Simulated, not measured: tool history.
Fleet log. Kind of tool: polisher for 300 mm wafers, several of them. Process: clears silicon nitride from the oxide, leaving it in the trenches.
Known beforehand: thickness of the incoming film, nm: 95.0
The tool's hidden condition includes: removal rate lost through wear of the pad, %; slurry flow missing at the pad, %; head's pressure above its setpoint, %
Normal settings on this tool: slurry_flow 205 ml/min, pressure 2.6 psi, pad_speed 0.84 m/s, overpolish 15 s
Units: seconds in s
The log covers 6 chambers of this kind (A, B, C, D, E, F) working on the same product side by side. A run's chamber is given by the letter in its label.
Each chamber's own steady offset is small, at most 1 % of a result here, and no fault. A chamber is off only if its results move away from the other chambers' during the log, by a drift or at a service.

run     day  slurry_flow  pressure  pad_speed  overpolish  wafers polished on this pad  hours since the slurry nozzle was cleaned  hours since the head pressure was calibrated  seconds
      0.042  -- chamber D: worn pad replaced by a new one
      0.117  -- chamber C: worn pad replaced by a new one
 1F   0.375          205       2.6       0.84          15                          301                                       56.3                                         622.2   119.00
 2D   0.638          205       2.6       0.84          15                          128                                      203.4                                        1540.6   122.21
 3C   0.825          205       2.6       0.84          15                          152                                      216.7                                         997.8   123.39
 4A   0.996          205       2.6       0.84          15                          598                                       62.8                                         428.1   126.17
      1.054  -- chamber F: worn pad replaced by a new one
      1.267  -- chamber A: worn pad replaced by a new one
 5B   1.292          205       2.6       0.84          15                         1192                                      200.8                                         612.3   123.33
      1.396  -- chamber B: worn pad replaced by a new one
 6E   1.633          205       2.6       0.84          15                          363                                      401.2                                          89.2   123.80
 7D   1.812          205       2.6       0.84          15                          381                                      231.6                                        1568.8   123.59
 8C   2.188          205       2.6       0.84          15                          445                                      249.4                                        1030.5   123.75
 9E   2.471          205       2.6       0.84          15                          543                                      421.3                                         109.3   123.21
      2.529  -- chamber C: worn pad replaced by a new one
10B   2.688          205       2.6       0.84          15                          278                                      234.3                                         645.8   125.49
      2.833  -- chamber D: worn pad replaced by a new one
11F   2.950          205       2.6       0.84          15                          408                                      118.1                                         684.0   130.02
12A   3.188          205       2.6       0.84          15                          414                                      115.4                                         480.7   126.51
      3.429  -- chamber F: worn pad replaced by a new one
13C   3.442          205       1.9       0.84          20                          196                                      279.5                                        1060.6   169.46
14D   3.679          205       1.9       0.84          20                          182                                      276.4                                        1613.6   170.71
15F   3.962          205       1.9       0.84          20                          115                                      142.4                                         708.3   167.99
16B   4.179          205       1.9       0.84          20                          599                                      270.1                                         681.6   168.84
      4.371  -- chamber A: worn pad replaced by a new one
17E   4.371          205       1.9       0.84          20                          952                                      466.9                                         154.9   171.32
18A   4.675          205       1.9       0.84          20                           65                                      151.1                                         516.4   168.98
19B   4.917          205       2.6       0.84          15                          758                                      287.8                                         699.3   124.18
      5.225  -- chamber C: worn pad replaced by a new one
20E   5.233          205       2.6       0.84          15                         1138                                      487.6                                         175.6   120.35
      5.254  -- chamber D: worn pad replaced by a new one
21F   5.467          205       2.6       0.84          15                          438                                      178.5                                         744.4   120.01
      5.479  -- chamber C: slurry nozzle cleaned
22C   5.638          205       2.6       0.84          15                           89                                        3.8                                        1113.3   128.09
      5.654  -- chamber E: worn pad replaced by a new one
      5.658  -- chamber F: worn pad replaced by a new one
      5.896  -- chamber B: slurry nozzle cleaned
23D   5.962          205       2.6       0.84          15                          153                                      331.2                                        1668.4   124.39
24A   6.308          205       2.6       0.84          15                          417                                      190.3                                         555.6   124.74
      6.662  -- chamber D: head pressure recalibrated
25A   6.662          205       2.6       0.84          15                          493                                      198.8                                         564.1   127.39
26C   6.958          205       2.6       0.84          15                          373                                       35.5                                        1145.0   120.08
      7.067  -- chamber B: worn pad replaced by a new one
      7.075  -- chamber A: worn pad replaced by a new one
27B   7.138          205       2.6       0.84          15                           15                                       29.9                                         752.6   127.06
28F   7.317          205       2.6       0.84          15                          357                                      222.9                                         788.8   126.27
29E   7.654          205       2.6       0.84          15                          431                                      545.7                                         233.7   122.06
      7.717  -- chamber C: worn pad replaced by a new one
      7.721  -- chamber F: worn pad replaced by a new one
      7.829  -- chamber D: worn pad replaced by a new one
30D   7.938          205       2.6       0.84          15                           23                                      378.6                                          30.7   122.74
      8.029  -- chamber E: slurry nozzle cleaned
31D   8.242          205       2.6       0.84          15                           89                                      385.9                                          38.0   124.89
32A   8.617          205       2.6       0.84          15                          332                                      245.7                                         611.0   126.18
33B   8.892          205       2.2       0.84          15                          393                                       72.0                                         794.7   147.75
34E   9.067          205       2.2       0.84          15                          735                                       24.9                                         267.6   145.86
35F   9.417          205       2.2       0.84          15                          365                                      273.3                                         839.2   147.18
36C   9.796          205       2.2       0.84          15                          448                                      103.6                                        1213.1   144.44
      9.888  -- chamber A: slurry nozzle cleaned
37C  10.138          205       2.2       0.84          15                          521                                      111.8                                        1221.3   147.74
     10.225  -- chamber A: worn pad replaced by a new one
     10.233  -- chamber F: worn pad replaced by a new one
     10.279  -- chamber D: worn pad replaced by a new one
     10.392  -- chamber D: slurry nozzle cleaned
38D  10.392          205       2.2       0.84          15                           24                                        0.0                                          89.6   143.92
39B  10.650          205       2.6       0.84          15                          771                                      114.2                                         836.9   126.32
40F  10.888          205       2.6       0.84          15                          141                                      308.6                                         874.5   122.90
41E  11.158          205       2.6       0.98          19                         1185                                       75.1                                         317.8   107.15
42A  11.433          205       2.6       0.98          19                          260                                       37.1                                         678.6   107.91
43B  11.746          205       2.6       0.98          19                         1007                                      140.5                                         863.2   107.82

Is one chamber out of step, is the gauge drifting, or do the chambers differ by no more than their own small offsets? For an off chamber, give its letter and the likeliest cause.

The fleet is healthy, with each chamber sitting at its usual small offset and no drift in the gauge.
